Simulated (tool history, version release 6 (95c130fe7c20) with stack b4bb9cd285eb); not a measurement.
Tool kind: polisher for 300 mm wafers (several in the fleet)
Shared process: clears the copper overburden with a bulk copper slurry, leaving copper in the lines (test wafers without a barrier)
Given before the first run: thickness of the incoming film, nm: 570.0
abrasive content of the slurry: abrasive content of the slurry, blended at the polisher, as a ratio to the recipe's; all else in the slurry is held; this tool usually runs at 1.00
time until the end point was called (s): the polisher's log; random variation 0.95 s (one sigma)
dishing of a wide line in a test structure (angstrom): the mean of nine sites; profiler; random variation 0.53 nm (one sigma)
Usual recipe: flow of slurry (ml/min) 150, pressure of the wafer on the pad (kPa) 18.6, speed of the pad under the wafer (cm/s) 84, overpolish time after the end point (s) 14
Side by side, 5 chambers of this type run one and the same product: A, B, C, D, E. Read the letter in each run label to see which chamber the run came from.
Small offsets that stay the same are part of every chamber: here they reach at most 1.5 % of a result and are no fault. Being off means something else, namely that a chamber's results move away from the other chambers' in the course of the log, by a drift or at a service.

run	hour	flow of slurry (ml/min)	pressure of the wafer on the pad (kPa)	speed of the pad under the wafer (cm/s)	abrasive content of the slurry	overpolish time after the end point (s)	wafers polished on this pad	hours since the slurry nozzle was cleaned	hours since the head pressure was calibrated	hours since the slurry blender was calibrated	time until the end point was called (s)	dishing of a wide line in a test structure (angstrom)
# hour 0.2: chamber E: head pressure recalibrated
# hour 1.2: chamber E: worn pad replaced by a new one
# hour 6.4: chamber D: worn pad replaced by a new one
1D	9.6	150	18.6	84	1.00	14	36	154.5	162.2	67.0	92.432	412.79
2B	18.8	150	18.6	84	1.00	14	619	110.0	244.8	385.8	93.909	417.75
# hour 25.7: chamber B: slurry blender recalibrated
3E	34.8	150	18.6	84	1.00	14	381	440.7	34.7	81.9	92.703	431.02
4A	50.4	150	18.6	84	1.00	14	1342	218.7	541.0	90.4	95.200	411.15
# hour 57.7: chamber A: worn pad replaced by a new one
5C	66.6	150	18.6	84	1.00	14	977	251.1	144.1	169.5	93.158	427.84
# hour 68.0: chamber A: slurry blender recalibrated
# hour 72.7: chamber B: worn pad replaced by a new one
# hour 77.3: chamber C: worn pad replaced by a new one
# hour 80.1: chamber E: slurry blender recalibrated
6C	81.0	150	18.6	84	1.00	14	42	265.5	158.5	183.9	92.526	421.61
7E	96.7	120	18.6	84	1.00	14	1082	502.6	96.6	16.7	96.718	413.12
8B	112.9	120	18.6	84	1.00	14	456	204.1	338.9	87.3	97.833	411.30
# hour 118.4: chamber E: worn pad replaced by a new one
# hour 124.4: chamber D: worn pad replaced by a new one
9D	128.8	120	18.6	84	1.00	14	50	273.7	281.4	186.2	96.980	416.14
10A	139.6	120	18.6	84	1.00	14	928	307.9	630.2	71.7	97.836	403.42
11E	150.0	120	18.6	84	1.00	14	359	555.9	149.9	70.0	95.644	412.52
# hour 162.5: chamber A: worn pad replaced by a new one
# hour 162.7: chamber B: worn pad replaced by a new one
12D	163.0	150	18.6	84	1.00	14	438	307.9	315.6	220.4	90.900	420.05
# hour 168.9: chamber C: worn pad replaced by a new one
13B	179.0	150	18.6	84	1.00	14	185	270.2	405.0	153.4	91.900	430.46
# hour 179.6: chamber D: slurry nozzle cleaned
# hour 182.6: chamber A: slurry blender recalibrated
# hour 191.7: chamber B: slurry nozzle cleaned
14C	192.4	150	18.6	84	1.15	14	266	376.9	269.9	295.3	91.328	422.46
15A	206.3	150	18.6	84	1.15	14	496	374.6	696.9	23.8	90.037	428.03
# hour 210.2: chamber E: slurry blender recalibrated
16D	221.0	150	18.6	84	1.15	14	1095	41.5	373.6	278.4	88.386	415.87
# hour 235.1: chamber D: worn pad replaced by a new one
17C	236.9	150	18.6	84	1.15	14	771	421.4	314.4	339.8	88.915	417.04
18B	244.9	150	18.6	84	1.15	14	932	53.3	470.9	219.3	91.785	435.85
# hour 247.5: chamber E: worn pad replaced by a new one
19E	257.6	150	18.6	84	1.00	14	114	663.5	257.5	47.4	91.721	424.76
20A	270.2	150	18.6	84	1.00	14	1220	438.5	760.8	87.7	94.444	425.70
# hour 278.2: chamber C: worn pad replaced by a new one
21D	278.4	150	18.6	84	1.00	14	491	98.9	431.0	335.8	93.642	413.02
# hour 279.7: chamber B: worn pad replaced by a new one
# hour 282.9: chamber A: slurry blender recalibrated
22A	293.5	120	18.6	100	1.00	14	1484	461.8	784.1	10.6	82.257	451.07
# hour 293.9: chamber A: worn pad replaced by a new one
# hour 306.3: chamber A: slurry nozzle cleaned
23E	306.4	120	18.6	100	1.00	14	668	712.3	306.3	96.2	81.140	441.94
# hour 310.0: chamber C: head pressure recalibrated
# hour 316.8: chamber C: slurry blender recalibrated
24C	318.3	120	18.6	100	1.00	14	455	502.8	8.4	1.6	81.462	447.25
# hour 323.6: chamber E: slurry blender recalibrated
# hour 323.6: chamber D: worn pad replaced by a new one
25B	330.1	120	18.6	100	1.00	14	572	138.5	556.1	304.5	79.930	457.58
26B	342.4	120	18.6	100	1.00	14	711	150.8	568.4	316.8	83.524	459.40
# hour 353.5: chamber E: slurry nozzle cleaned
27A	356.1	150	24.1	84	1.00	14	705	49.9	846.7	73.2	72.314	487.29
# hour 363.7: chamber C: worn pad replaced by a new one
28E	367.9	150	24.1	84	1.00	14	1365	14.4	367.8	44.4	71.172	489.46
# hour 375.5: chamber D: head pressure recalibrated
29C	382.1	150	24.1	84	1.00	14	208	566.6	72.2	65.4	69.642	496.93
30D	392.0	150	24.1	84	1.00	14	776	212.5	16.5	449.4	71.002	485.68

All 5 chambers run these settings next. Forecast each chamber's results:
31A	403.6	150	23.4	84	1.00	14					?	?
31B	403.6	150	23.4	84	1.00	14					?	?
31C	403.6	150	23.4	84	1.00	14					?	?
31D	403.6	150	23.4	84	1.00	14					?	?
31E	403.6	150	23.4	84	1.00	14					?	?

run	time until the end point was called (s)	dishing of a wide line in a test structure (angstrom)
31A	74.560	486.57
31B	74.074	488.73
31C	73.217	488.19
31D	73.336	463.10
31E	73.482	471.29

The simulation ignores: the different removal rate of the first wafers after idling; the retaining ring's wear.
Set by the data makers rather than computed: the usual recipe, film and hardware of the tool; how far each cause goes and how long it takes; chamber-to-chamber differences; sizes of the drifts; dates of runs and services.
